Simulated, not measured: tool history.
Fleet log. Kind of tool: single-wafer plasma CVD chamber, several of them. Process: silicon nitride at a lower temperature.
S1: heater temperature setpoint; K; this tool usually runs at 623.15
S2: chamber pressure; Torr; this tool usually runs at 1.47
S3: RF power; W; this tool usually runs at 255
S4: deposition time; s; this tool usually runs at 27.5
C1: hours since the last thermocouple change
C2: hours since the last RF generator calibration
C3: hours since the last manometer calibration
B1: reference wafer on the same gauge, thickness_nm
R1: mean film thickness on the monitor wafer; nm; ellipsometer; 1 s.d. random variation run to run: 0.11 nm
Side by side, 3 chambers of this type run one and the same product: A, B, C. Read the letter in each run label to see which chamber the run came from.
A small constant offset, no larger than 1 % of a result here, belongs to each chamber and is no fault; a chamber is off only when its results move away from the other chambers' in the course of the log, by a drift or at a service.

run 1A hour=5.3 | S1=623.15 S2=1.47 S3=255 S4=27.5 | C1=556.3 C2=180.6 C3=841.7 | B1=30.193 | R1=28.365
run 2C hour=9.1 | S1=623.15 S2=1.47 S3=255 S4=27.5 | C1=1534.7 C2=188.8 C3=717.9 | B1=30.187 | R1=28.455
run 3B hour=15.5 | S1=623.15 S2=1.47 S3=255 S4=27.5 | C1=572.0 C2=249.1 C3=290.6 | B1=30.177 | R1=28.214
run 4A hour=21.4 | S1=623.15 S2=1.47 S3=255 S4=27.5 | C1=572.4 C2=196.7 C3=857.8 | B1=30.176 | R1=28.117
run 5C hour=26.4 | S1=623.15 S2=1.47 S3=255 S4=27.5 | C1=1552.0 C2=206.1 C3=735.2 | B1=30.201 | R1=28.179
run 6B hour=30.2 | S1=623.15 S2=1.47 S3=255 S4=27.5 | C1=586.7 C2=263.8 C3=305.3 | B1=30.210 | R1=28.291
run 7B hour=34.2 | S1=623.15 S2=1.47 S3=255 S4=27.5 | C1=590.7 C2=267.8 C3=309.3 | B1=30.193 | R1=28.120
run 8A hour=39.6 | S1=623.15 S2=1.47 S3=255 S4=27.5 | C1=590.6 C2=214.9 C3=876.0 | B1=30.214 | R1=28.396
run 9C hour=46.9 | S1=623.15 S2=1.47 S3=255 S4=27.5 | C1=1572.5 C2=226.6 C3=755.7 | B1=30.194 | R1=28.627
run 10C hour=52.3 | S1=623.15 S2=1.47 S3=255 S4=32.0 | C1=1577.9 C2=232.0 C3=761.1 | B1=30.217 | R1=33.148
run 11A hour=58.8 | S1=623.15 S2=1.47 S3=255 S4=32.0 | C1=609.8 C2=234.1 C3=895.2 | B1=30.225 | R1=32.914
-- hour=63.4 chamber C: thermocouple changed; heater temperature recalibrated
run 12B hour=65.8 | S1=623.15 S2=1.47 S3=255 S4=32.0 | C1=622.3 C2=299.4 C3=340.9 | B1=30.204 | R1=32.726
run 13B hour=69.6 | S1=623.15 S2=1.47 S3=255 S4=27.5 | C1=626.1 C2=303.2 C3=344.7 | B1=30.187 | R1=28.238
run 14A hour=73.9 | S1=623.15 S2=1.47 S3=255 S4=27.5 | C1=624.9 C2=249.2 C3=910.3 | B1=30.181 | R1=28.391
run 15C hour=78.2 | S1=623.15 S2=1.47 S3=255 S4=27.5 | C1=14.8 C2=257.9 C3=787.0 | B1=30.227 | R1=28.557
run 16B hour=83.3 | S1=623.15 S2=1.47 S3=255 S4=27.5 | C1=639.8 C2=316.9 C3=358.4 | B1=30.205 | R1=27.870
run 17C hour=88.9 | S1=623.15 S2=1.66 S3=255 S4=30.7 | C1=25.5 C2=268.6 C3=797.7 | B1=30.230 | R1=32.693
run 18A hour=93.4 | S1=623.15 S2=1.66 S3=255 S4=30.7 | C1=644.4 C2=268.7 C3=929.8 | B1=30.190 | R1=32.613
run 19A hour=98.2 | S1=623.15 S2=1.66 S3=255 S4=30.7 | C1=649.2 C2=273.5 C3=934.6 | B1=30.206 | R1=32.661
run 20C hour=102.5 | S1=623.15 S2=1.47 S3=255 S4=27.5 | C1=39.1 C2=282.2 C3=811.3 | B1=30.205 | R1=28.571
run 21B hour=109.6 | S1=623.15 S2=1.47 S3=255 S4=27.5 | C1=666.1 C2=343.2 C3=384.7 | B1=30.225 | R1=27.835
run 22A hour=113.5 | S1=623.15 S2=1.20 S3=255 S4=27.5 | C1=664.5 C2=288.8 C3=949.9 | B1=30.200 | R1=26.633
run 23B hour=117.2 | S1=623.15 S2=1.20 S3=255 S4=27.5 | C1=673.7 C2=350.8 C3=392.3 | B1=30.196 | R1=26.048
run 24C hour=123.6 | S1=623.15 S2=1.20 S3=255 S4=27.5 | C1=60.2 C2=303.3 C3=832.4 | B1=30.164 | R1=26.935
run 25B hour=127.9 | S1=623.15 S2=1.47 S3=255 S4=27.5 | C1=684.4 C2=361.5 C3=403.0 | B1=30.208 | R1=27.775
run 26A hour=134.4 | S1=623.15 S2=1.47 S3=255 S4=27.5 | C1=685.4 C2=309.7 C3=970.8 | B1=30.182 | R1=28.207
run 27C hour=138.1 | S1=623.15 S2=1.47 S3=255 S4=27.5 | C1=74.7 C2=317.8 C3=846.9 | B1=30.196 | R1=28.289
run 28B hour=141.9 | S1=623.15 S2=1.21 S3=230 S4=27.5 | C1=698.4 C2=375.5 C3=417.0 | B1=30.176 | R1=24.381
run 29C hour=147.8 | S1=623.15 S2=1.21 S3=230 S4=27.5 | C1=84.4 C2=327.5 C3=856.6 | B1=30.168 | R1=24.829
run 30A hour=151.0 | S1=623.15 S2=1.21 S3=230 S4=27.5 | C1=702.0 C2=326.3 C3=987.4 | B1=30.172 | R1=24.841
run 31C hour=155.3 | S1=623.15 S2=1.47 S3=255 S4=27.5 | C1=91.9 C2=335.0 C3=864.1 | B1=30.197 | R1=28.362
run 32B hour=161.3 | S1=623.15 S2=1.47 S3=255 S4=27.5 | C1=717.8 C2=394.9 C3=436.4 | B1=30.180 | R1=27.454
run 33A hour=167.4 | S1=623.15 S2=1.47 S3=255 S4=27.5 | C1=718.4 C2=342.7 C3=1003.8 | B1=30.162 | R1=28.316
run 34C hour=173.4 | S1=637.15 S2=1.47 S3=255 S4=30.4 | C1=110.0 C2=353.1 C3=882.2 | B1=30.193 | R1=31.170
run 35A hour=178.4 | S1=637.15 S2=1.47 S3=255 S4=30.4 | C1=729.4 C2=353.7 C3=1014.8 | B1=30.181 | R1=31.232
run 36B hour=181.7 | S1=637.15 S2=1.47 S3=255 S4=30.4 | C1=738.2 C2=415.3 C3=456.8 | B1=30.195 | R1=30.183
run 37A hour=185.9 | S1=623.15 S2=1.47 S3=255 S4=27.5 | C1=736.9 C2=361.2 C3=1022.3 | B1=30.191 | R1=28.270
run 38C hour=190.2 | S1=623.15 S2=1.47 S3=255 S4=27.5 | C1=126.8 C2=369.9 C3=899.0 | B1=30.194 | R1=28.392
run 39B hour=195.2 | S1=623.15 S2=1.47 S3=255 S4=31.2 | C1=751.7 C2=428.8 C3=470.3 | B1=30.223 | R1=30.925
run 40A hour=201.1 | S1=623.15 S2=1.47 S3=255 S4=31.2 | C1=752.1 C2=376.4 C3=1037.5 | B1=30.208 | R1=32.080

For the next run the whole fleet of 3 chambers uses the same settings. Give each chamber's results:
run 41A hour=206.4 | S1=623.15 S2=1.47 S3=255 S4=27.5 | R1=?
run 41B hour=206.4 | S1=623.15 S2=1.47 S3=255 S4=27.5 | R1=?
run 41C hour=206.4 | S1=623.15 S2=1.47 S3=255 S4=27.5 | R1=?

run=41A R1=28.341
run=41B R1=27.227
run=41C R1=28.239

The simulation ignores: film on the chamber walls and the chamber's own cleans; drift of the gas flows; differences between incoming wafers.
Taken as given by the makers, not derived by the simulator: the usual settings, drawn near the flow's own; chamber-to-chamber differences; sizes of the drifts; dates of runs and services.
